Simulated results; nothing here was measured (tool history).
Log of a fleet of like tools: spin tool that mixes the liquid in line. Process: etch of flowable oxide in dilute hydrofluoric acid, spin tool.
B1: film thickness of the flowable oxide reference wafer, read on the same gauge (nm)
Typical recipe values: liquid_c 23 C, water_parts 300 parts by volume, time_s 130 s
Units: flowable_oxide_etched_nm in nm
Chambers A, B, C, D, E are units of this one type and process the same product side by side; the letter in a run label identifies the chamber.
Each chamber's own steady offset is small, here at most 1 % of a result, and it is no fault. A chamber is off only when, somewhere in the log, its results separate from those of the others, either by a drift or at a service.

run 1B hour=10.4 | liquid_c=23 water_parts=300 time_s=130 | B1=150.00 | flowable_oxide_etched_nm=14.105
run 2C hour=21.5 | liquid_c=23 water_parts=300 time_s=130 | B1=150.00 | flowable_oxide_etched_nm=14.114
run 3A hour=34.9 | liquid_c=23 water_parts=300 time_s=130 | B1=150.00 | flowable_oxide_etched_nm=14.133
-- hour=45.2 chamber E: hydrofluoric acid flow meter replaced
run 4E hour=47.4 | liquid_c=23 water_parts=300 time_s=130 | B1=150.01 | flowable_oxide_etched_nm=14.083
run 5D hour=53.4 | liquid_c=23 water_parts=300 time_s=130 | B1=149.93 | flowable_oxide_etched_nm=14.230
run 6A hour=65.1 | liquid_c=27 water_parts=300 time_s=130 | B1=149.95 | flowable_oxide_etched_nm=15.985
run 7D hour=74.0 | liquid_c=27 water_parts=300 time_s=130 | B1=149.99 | flowable_oxide_etched_nm=16.203
run 8C hour=81.0 | liquid_c=27 water_parts=300 time_s=130 | B1=150.03 | flowable_oxide_etched_nm=16.186
run 9E hour=91.0 | liquid_c=27 water_parts=300 time_s=130 | B1=149.98 | flowable_oxide_etched_nm=16.166
run 10B hour=99.6 | liquid_c=27 water_parts=300 time_s=130 | B1=150.01 | flowable_oxide_etched_nm=16.114
run 11E hour=108.7 | liquid_c=23 water_parts=300 time_s=130 | B1=149.99 | flowable_oxide_etched_nm=14.167
run 12B hour=116.5 | liquid_c=23 water_parts=300 time_s=130 | B1=149.98 | flowable_oxide_etched_nm=14.007
run 13A hour=124.7 | liquid_c=23 water_parts=300 time_s=130 | B1=149.97 | flowable_oxide_etched_nm=14.108
-- hour=132.6 chamber B: hydrofluoric acid flow meter replaced
run 14D hour=135.5 | liquid_c=23 water_parts=300 time_s=130 | B1=149.99 | flowable_oxide_etched_nm=14.265
run 15C hour=142.6 | liquid_c=23 water_parts=300 time_s=165 | B1=149.98 | flowable_oxide_etched_nm=17.898
run 16E hour=152.6 | liquid_c=23 water_parts=300 time_s=165 | B1=150.02 | flowable_oxide_etched_nm=18.055
run 17A hour=159.7 | liquid_c=23 water_parts=300 time_s=165 | B1=149.95 | flowable_oxide_etched_nm=17.816
run 18C hour=171.4 | liquid_c=23 water_parts=300 time_s=165 | B1=150.02 | flowable_oxide_etched_nm=17.892
run 19B hour=179.8 | liquid_c=23 water_parts=300 time_s=165 | B1=150.02 | flowable_oxide_etched_nm=17.812
run 20D hour=192.6 | liquid_c=23 water_parts=300 time_s=130 | B1=150.03 | flowable_oxide_etched_nm=14.107
run 21E hour=205.0 | liquid_c=23 water_parts=180 time_s=90 | B1=149.98 | flowable_oxide_etched_nm=18.373
run 22A hour=212.8 | liquid_c=23 water_parts=180 time_s=90 | B1=150.02 | flowable_oxide_etched_nm=18.513
run 23B hour=223.8 | liquid_c=23 water_parts=180 time_s=90 | B1=149.98 | flowable_oxide_etched_nm=18.184
run 24C hour=236.5 | liquid_c=23 water_parts=180 time_s=90 | B1=150.03 | flowable_oxide_etched_nm=18.165
run 25D hour=250.0 | liquid_c=23 water_parts=180 time_s=90 | B1=150.01 | flowable_oxide_etched_nm=18.289
run 26C hour=256.8 | liquid_c=23 water_parts=300 time_s=185 | B1=150.01 | flowable_oxide_etched_nm=20.041
run 27D hour=266.8 | liquid_c=23 water_parts=300 time_s=185 | B1=149.96 | flowable_oxide_etched_nm=19.996
run 28E hour=273.5 | liquid_c=23 water_parts=300 time_s=185 | B1=150.04 | flowable_oxide_etched_nm=20.145
run 29B hour=281.2 | liquid_c=23 water_parts=300 time_s=185 | B1=150.00 | flowable_oxide_etched_nm=19.739
run 30A hour=291.7 | liquid_c=23 water_parts=300 time_s=185 | B1=150.02 | flowable_oxide_etched_nm=20.086
run 31D hour=299.7 | liquid_c=23 water_parts=300 time_s=130 | B1=149.99 | flowable_oxide_etched_nm=14.222
run 32C hour=307.2 | liquid_c=23 water_parts=300 time_s=130 | B1=150.01 | flowable_oxide_etched_nm=14.011
run 33B hour=318.3 | liquid_c=23 water_parts=300 time_s=130 | B1=149.96 | flowable_oxide_etched_nm=13.915
run 34E hour=330.3 | liquid_c=23 water_parts=300 time_s=130 | B1=150.00 | flowable_oxide_etched_nm=14.162
run 35A hour=342.0 | liquid_c=23 water_parts=300 time_s=130 | B1=149.94 | flowable_oxide_etched_nm=13.940
run 36B hour=352.9 | liquid_c=21 water_parts=300 time_s=130 | B1=150.00 | flowable_oxide_etched_nm=13.010
run 37D hour=361.3 | liquid_c=21 water_parts=300 time_s=130 | B1=150.00 | flowable_oxide_etched_nm=13.301
run 38C hour=369.2 | liquid_c=21 water_parts=300 time_s=130 | B1=149.97 | flowable_oxide_etched_nm=13.153

Next, all 5 chambers run the settings below, one line each with question marks for the results. What does each chamber give?
run 39A hour=379.0 | liquid_c=23 water_parts=300 time_s=130 | flowable_oxide_etched_nm=?
run 39B hour=379.0 | liquid_c=23 water_parts=300 time_s=130 | flowable_oxide_etched_nm=?
run 39C hour=379.0 | liquid_c=23 water_parts=300 time_s=130 | flowable_oxide_etched_nm=?
run 39D hour=379.0 | liquid_c=23 water_parts=300 time_s=130 | flowable_oxide_etched_nm=?
run 39E hour=379.0 | liquid_c=23 water_parts=300 time_s=130 | flowable_oxide_etched_nm=?

run=39A flowable_oxide_etched_nm=14.111
run=39B flowable_oxide_etched_nm=13.958
run=39C flowable_oxide_etched_nm=14.047
run=39D flowable_oxide_etched_nm=14.238
run=39E flowable_oxide_etched_nm=14.329
